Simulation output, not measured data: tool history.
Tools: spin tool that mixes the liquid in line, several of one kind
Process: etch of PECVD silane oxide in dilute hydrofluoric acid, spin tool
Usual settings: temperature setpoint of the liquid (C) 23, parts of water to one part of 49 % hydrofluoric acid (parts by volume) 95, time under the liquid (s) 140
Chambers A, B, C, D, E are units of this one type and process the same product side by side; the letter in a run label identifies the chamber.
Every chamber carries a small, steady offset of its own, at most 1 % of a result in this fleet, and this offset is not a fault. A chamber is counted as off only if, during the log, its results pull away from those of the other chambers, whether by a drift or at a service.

run,hour,temperature setpoint of the liquid (C),parts of water to one part of 49 % hydrofluoric acid (parts by volume),time under the liquid (s),"read-back film thickness of the PECVD silane oxide reference wafer, read on the same gauge (nm)",thickness taken off the PECVD silane oxide on a monitor wafer (angstrom)
1A,4.5,23,95,140,119.99,431.86
2B,8.4,23,95,140,120.03,429.29
3D,12.1,23,95,140,119.98,440.71
4E,16.7,23,95,140,120.01,440.86
5C,20,23,95,140,119.99,438.24
6B,23.4,23,95,140,120,436.8
7D,25.7,23,95,140,119.99,438.31
8A,28.2,23,95,140,119.99,426.61
9C,30.8,23,95,140,119.97,432.75
10E,33.1,23,95,140,120,447.25
11D,36.5,23,95,140,119.99,440.94
12E,39.9,21.5,140,140,120.01,266.75
13B,42.9,21.5,140,140,120.01,267.82
14A,45.7,21.5,140,140,120,256.17
15C,48.4,21.5,140,140,119.99,264.45
16D,51.5,21.5,140,140,120.01,262.39
17A,54.5,19,95,140,119.99,364.27
18B,57.5,19,95,140,119.99,372.56
19E,59.8,19,95,140,119.97,378.85
20C,62.1,19,95,140,120,365.94
# hour 63.3: chamber B: hydrofluoric acid flow meter replaced
21D,64.5,19,95,140,120,370.09
22C,68.8,23,95,140,120,448.38
23E,71.2,21.5,95,140,119.99,417.7
24B,75.6,21.5,95,140,120.01,404.09
25A,79.4,21.5,95,140,120.02,393.02
26E,83.8,21.5,95,140,120.01,411.88
27C,87.3,21.5,95,140,119.99,417.48
28B,90.3,23,95,140,120,428.99
29D,93.5,23,95,140,119.98,446.57
30A,96.7,23,95,140,120.01,416.41
31B,99.4,23,95,140,119.99,436.44
32A,104,23,95,140,119.99,410.15
33E,106.7,23,95,140,120,443.3

Next, every chamber runs the same settings. What will each give?
34A,110,23,95,195,,?
34B,110,23,95,195,,?
34C,110,23,95,195,,?
34D,110,23,95,195,,?
34E,110,23,95,195,,?

run,thickness taken off the PECVD silane oxide on a monitor wafer (angstrom)
34A,557.32
34B,609.3
34C,607.22
34D,603.29
34E,616.54
